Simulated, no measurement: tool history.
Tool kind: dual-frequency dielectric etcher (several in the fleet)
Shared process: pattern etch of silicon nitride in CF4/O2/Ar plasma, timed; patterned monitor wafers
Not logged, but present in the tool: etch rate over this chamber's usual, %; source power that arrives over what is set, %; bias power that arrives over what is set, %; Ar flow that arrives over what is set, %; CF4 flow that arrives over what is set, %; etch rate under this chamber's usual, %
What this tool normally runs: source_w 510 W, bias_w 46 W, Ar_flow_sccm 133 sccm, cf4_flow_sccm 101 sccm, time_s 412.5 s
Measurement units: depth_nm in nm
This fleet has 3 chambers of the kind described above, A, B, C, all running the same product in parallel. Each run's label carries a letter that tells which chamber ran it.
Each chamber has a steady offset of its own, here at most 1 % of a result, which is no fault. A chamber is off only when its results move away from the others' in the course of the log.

| run | hour | source_w | bias_w | Ar_flow_sccm | cf4_flow_sccm | time_s | hours since the last wet clean | hours since the last source power generator calibration | hours since the last bias power generator calibration | hours since the last Ar flow controller change | hours since the last CF4 flow controller change | read-back reference wafer on the same gauge, depth_nm | depth_nm |
|---|---|---|---|---|---|---|---|---|---|---|---|---|---|
| 1B | 13.2 | 510 | 46 | 133 | 101 | 412.5 | 454.8 | 588.8 | 803.5 | 385.1 | 1952.7 | 686.03 | 747.66 |
| 2A | 28.6 | 510 | 46 | 133 | 101 | 412.5 | 419.6 | 1245.6 | 416.6 | 918.8 | 2555.1 | 686.24 | 746.12 |
|  | 38.5 | chamber A: wet clean of the chamber |
| 3C | 43.4 | 510 | 46 | 133 | 101 | 412.5 | 344.7 | 1538.5 | 2238.1 | 549.8 | 1204.1 | 686.08 | 742.18 |
| 4C | 54.4 | 510 | 46 | 133 | 101 | 412.5 | 355.7 | 1549.5 | 2249.1 | 560.8 | 1215.1 | 685.77 | 742.83 |
| 5A | 63.7 | 510 | 46 | 133 | 101 | 412.5 | 25.3 | 1280.7 | 451.7 | 953.9 | 2590.2 | 685.84 | 745.73 |
| 6B | 76.8 | 510 | 46 | 133 | 101 | 412.5 | 518.4 | 652.4 | 867.1 | 448.7 | 2016.3 | 686.03 | 751.97 |
| 7A | 86.9 | 510 | 46 | 133 | 101 | 412.5 | 48.5 | 1303.9 | 474.9 | 977.1 | 2613.4 | 686.22 | 745.14 |
| 8B | 103.1 | 460 | 46 | 133 | 87 | 412.5 | 544.7 | 678.7 | 893.4 | 475.0 | 2042.6 | 686.11 | 673.62 |
| 9C | 115.2 | 460 | 46 | 133 | 87 | 412.5 | 416.5 | 1610.3 | 2309.9 | 621.6 | 1275.9 | 686.04 | 662.36 |
| 10C | 129.9 | 460 | 46 | 133 | 87 | 412.5 | 431.2 | 1625.0 | 2324.6 | 636.3 | 1290.6 | 685.95 | 660.58 |
| 11A | 142.0 | 510 | 46 | 133 | 101 | 412.5 | 103.6 | 1359.0 | 530.0 | 1032.2 | 2668.5 | 686.16 | 744.64 |
| 12B | 157.5 | 510 | 46 | 133 | 101 | 412.5 | 599.1 | 733.1 | 947.8 | 529.4 | 2097.0 | 685.97 | 755.53 |
| 13A | 165.9 | 510 | 46 | 133 | 101 | 412.5 | 127.5 | 1382.9 | 553.9 | 1056.1 | 2692.4 | 686.08 | 746.14 |
| 14C | 180.0 | 510 | 46 | 133 | 101 | 412.5 | 481.3 | 1675.1 | 2374.7 | 686.4 | 1340.7 | 685.97 | 733.13 |
| 15B | 187.6 | 510 | 46 | 133 | 101 | 412.5 | 629.2 | 763.2 | 977.9 | 559.5 | 2127.1 | 685.61 | 753.15 |
|  | 198.2 | chamber B: wet clean of the chamber |
| 16A | 200.8 | 510 | 46 | 133 | 101 | 412.5 | 162.4 | 1417.8 | 588.8 | 1091.0 | 2727.3 | 686.09 | 746.25 |
| 17B | 212.1 | 510 | 50 | 133 | 101 | 488.0 | 14.0 | 787.7 | 1002.4 | 584.0 | 2151.6 | 686.19 | 914.06 |
| 18C | 222.1 | 510 | 50 | 133 | 101 | 488.0 | 523.4 | 1717.2 | 2416.8 | 728.5 | 1382.8 | 685.75 | 892.32 |
| 19A | 230.6 | 510 | 50 | 133 | 101 | 488.0 | 192.2 | 1447.6 | 618.6 | 1120.8 | 2757.1 | 685.77 | 908.53 |
| 20C | 240.5 | 510 | 46 | 133 | 101 | 412.5 | 541.8 | 1735.6 | 2435.2 | 746.9 | 1401.2 | 686.10 | 726.42 |
| 21B | 250.1 | 510 | 46 | 133 | 101 | 412.5 | 52.0 | 825.7 | 1040.4 | 622.0 | 2189.6 | 685.87 | 750.68 |
| 22C | 261.8 | 510 | 46 | 133 | 101 | 412.5 | 563.1 | 1756.9 | 2456.5 | 768.2 | 1422.5 | 686.08 | 728.01 |
| 23B | 277.9 | 510 | 46 | 133 | 101 | 412.5 | 79.8 | 853.5 | 1068.2 | 649.8 | 2217.4 | 686.02 | 753.19 |
| 24A | 288.3 | 560 | 39 | 133 | 101 | 412.5 | 249.9 | 1505.3 | 676.3 | 1178.5 | 2814.8 | 685.65 | 760.79 |
| 25B | 301.3 | 560 | 39 | 133 | 101 | 412.5 | 103.2 | 876.9 | 1091.6 | 673.2 | 2240.8 | 686.32 | 771.94 |
| 26C | 309.9 | 560 | 39 | 133 | 101 | 412.5 | 611.2 | 1805.0 | 2504.6 | 816.3 | 1470.6 | 686.06 | 740.80 |
| 27A | 319.6 | 510 | 46 | 133 | 101 | 412.5 | 281.2 | 1536.6 | 707.6 | 1209.8 | 2846.1 | 686.30 | 747.73 |
| 28B | 327.9 | 510 | 46 | 133 | 101 | 412.5 | 129.8 | 903.5 | 1118.2 | 699.8 | 2267.4 | 686.24 | 751.48 |
| 29A | 343.6 | 510 | 46 | 133 | 101 | 412.5 | 305.2 | 1560.6 | 731.6 | 1233.8 | 2870.1 | 685.94 | 746.57 |
| 30C | 353.3 | 510 | 46 | 133 | 101 | 412.5 | 654.6 | 1848.4 | 2548.0 | 859.7 | 1514.0 | 686.06 | 719.09 |

Is one chamber off against the others, does the gauge drift, or is nothing wrong? If a chamber is off, say which, and what the likeliest cause is.

Little by little, chamber C moves away from the other chambers.
Cause: etch rate under this chamber's usual, % = 3.18.
Not necessarily distinguishable in this log from: source power that arrives under what is set, %.

Chamber C could run next with any of the 4 candidate recipes listed below; each alters the usual settings, and their results appear as question marks. Which one brings its results back in line with what the other chambers deliver on the usual settings?
In line here means within this much of the mean the other chambers give on the usual settings: depth_nm 6.00 nm
| 31C-1 | 365.2 | 520 | 46 | 132 | 101 | 432.0 |  |  |  |  |  |  | ? |
| 31C-2 | 365.2 | 510 | 46 | 133 | 101 | 397.0 |  |  |  |  |  |  | ? |
| 31C-3 | 365.2 | 500 | 46 | 133 | 101 | 393.0 |  |  |  |  |  |  | ? |
| 31C-4 | 365.2 | 510 | 46 | 101 | 101 | 412.5 |  |  |  |  |  |  | ? |

The mean the other chambers reach with the usual settings: depth_nm 748.39 nm
| run | depth_nm |
|---|---|
| 31C-1 | 767.51 |
| 31C-2 | 692.88 |
| 31C-3 | 674.31 |
| 31C-4 | 747.20 |
31C-4 brings the chamber back in line.
